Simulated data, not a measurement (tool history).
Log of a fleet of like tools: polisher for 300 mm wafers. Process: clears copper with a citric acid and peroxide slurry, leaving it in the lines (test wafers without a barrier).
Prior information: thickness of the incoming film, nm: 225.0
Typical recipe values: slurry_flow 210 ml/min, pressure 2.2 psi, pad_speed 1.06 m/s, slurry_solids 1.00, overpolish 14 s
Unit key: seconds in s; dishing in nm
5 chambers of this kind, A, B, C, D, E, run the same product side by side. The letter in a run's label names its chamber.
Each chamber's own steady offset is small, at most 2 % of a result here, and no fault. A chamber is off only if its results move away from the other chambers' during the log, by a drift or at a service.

Run 1C, hour 9.0: usual settings. Result: seconds 145.46 s, dishing 16.226 nm.
Run 2E, hour 14.8: usual settings. Result: seconds 141.62 s, dishing 16.222 nm.
Run 3A, hour 25.6: usual settings. Result: seconds 140.64 s, dishing 16.431 nm.
Run 4B, hour 36.7: usual settings. Result: seconds 142.01 s, dishing 16.588 nm.
Run 5D, hour 48.8: usual settings. Result: seconds 144.46 s, dishing 16.458 nm.
Run 6E, hour 61.4: usual settings. Result: seconds 141.04 s, dishing 17.063 nm.
Run 7A, hour 69.0: usual settings. Result: seconds 137.75 s, dishing 16.461 nm.
Run 8C, hour 78.1: usual settings. Result: seconds 144.83 s, dishing 16.655 nm.
At hour 81.9: chamber B: slurry blender recalibrated.
At hour 82.7: chamber E: worn pad replaced by a new one.
At hour 87.4: chamber A: worn pad replaced by a new one.
Run 9B, hour 90.5: usual settings but pressure 2.6 psi, overpolish 12 s. Result: seconds 122.61 s, dishing 16.201 nm.
At hour 93.4: chamber C: worn pad replaced by a new one.
At hour 97.0: chamber D: worn pad replaced by a new one.
Run 10D, hour 99.6: usual settings but pressure 2.6 psi, overpolish 12 s. Result: seconds 122.02 s, dishing 16.079 nm.
Run 11B, hour 107.0: usual settings but pressure 2.6 psi, overpolish 12 s. Result: seconds 120.02 s, dishing 15.782 nm.
At hour 110.1: chamber B: worn pad replaced by a new one.
At hour 113.7: chamber D: slurry blender recalibrated.
Run 12A, hour 119.1: usual settings but pressure 2.6 psi, overpolish 12 s. Result: seconds 120.56 s, dishing 16.798 nm.
Run 13D, hour 125.6: usual settings but pressure 2.6 psi, overpolish 12 s. Result: seconds 122.42 s, dishing 17.282 nm.
Run 14E, hour 138.1: usual settings but pad_speed 1.18 m/s, slurry_solids 0.75. Result: seconds 135.18 s, dishing 16.837 nm.
Run 15C, hour 150.0: usual settings but pad_speed 1.18 m/s, slurry_solids 0.75. Result: seconds 135.72 s, dishing 17.384 nm.
At hour 154.1: chamber B: head pressure recalibrated.
Run 16A, hour 162.5: usual settings but pad_speed 1.18 m/s, slurry_solids 0.75. Result: seconds 135.14 s, dishing 17.376 nm.
At hour 164.7: chamber E: slurry blender recalibrated.
At hour 165.2: chamber C: head pressure recalibrated.
At hour 169.8: chamber A: head pressure recalibrated.
At hour 171.1: chamber E: worn pad replaced by a new one.
Run 17D, hour 171.4: usual settings but pad_speed 1.18 m/s, slurry_solids 0.75. Result: seconds 138.61 s, dishing 16.579 nm.
Run 18C, hour 177.5: usual settings but pad_speed 1.18 m/s, slurry_solids 0.75. Result: seconds 151.05 s, dishing 15.230 nm.
At hour 183.5: chamber A: slurry blender recalibrated.
Run 19E, hour 186.4: usual settings. Result: seconds 142.11 s, dishing 16.627 nm.
Run 20B, hour 194.2: usual settings. Result: seconds 143.59 s, dishing 15.708 nm.
Run 21B, hour 204.9: usual settings. Result: seconds 142.26 s, dishing 15.880 nm.
At hour 212.2: chamber C: worn pad replaced by a new one.
At hour 212.3: chamber D: head pressure recalibrated.
Run 22E, hour 215.1: usual settings. Result: seconds 143.46 s, dishing 16.454 nm.
At hour 217.5: chamber D: worn pad replaced by a new one.
At hour 218.5: chamber C: slurry nozzle cleaned.
At hour 221.9: chamber E: slurry nozzle cleaned.
Run 23C, hour 224.3: usual settings but pad_speed 1.26 m/s. Result: seconds 133.78 s, dishing 17.760 nm.
Run 24A, hour 233.7: usual settings but pad_speed 1.26 m/s. Result: seconds 119.70 s, dishing 20.004 nm.
At hour 234.7: chamber B: slurry blender recalibrated.
At hour 244.3: chamber C: slurry blender recalibrated.
Run 25D, hour 245.7: usual settings but pad_speed 1.26 m/s. Result: seconds 120.17 s, dishing 19.522 nm.
At hour 254.2: chamber A: worn pad replaced by a new one.
Run 26B, hour 254.3: usual settings but pad_speed 1.26 m/s. Result: seconds 120.53 s, dishing 18.510 nm.
Run 27E, hour 265.4: usual settings but pad_speed 1.26 m/s. Result: seconds 117.85 s, dishing 19.520 nm.
Run 28A, hour 277.4: usual settings. Result: seconds 142.46 s, dishing 16.847 nm.
Run 29D, hour 289.3: usual settings. Result: seconds 144.40 s, dishing 16.854 nm.
Run 30C, hour 300.1: usual settings. Result: seconds 158.50 s, dishing 15.139 nm.
Run 31C, hour 308.8: usual settings. Result: seconds 159.69 s, dishing 14.939 nm.

The same settings go to every chamber for the next run, one line per chamber below. Forecast the results for each:
Run 32A, hour 317.8: usual settings but slurry_solids 1.20. Result: seconds ?, dishing ?.
Run 32B, hour 317.8: usual settings but slurry_solids 1.20. Result: seconds ?, dishing ?.
Run 32C, hour 317.8: usual settings but slurry_solids 1.20. Result: seconds ?, dishing ?.
Run 32D, hour 317.8: usual settings but slurry_solids 1.20. Result: seconds ?, dishing ?.
Run 32E, hour 317.8: usual settings but slurry_solids 1.20. Result: seconds ?, dishing ?.

run  seconds  dishing
32A   134.29   16.650
32B   135.46   16.297
32C   150.35   15.184
32D   138.13   17.371
32E   135.06   17.372
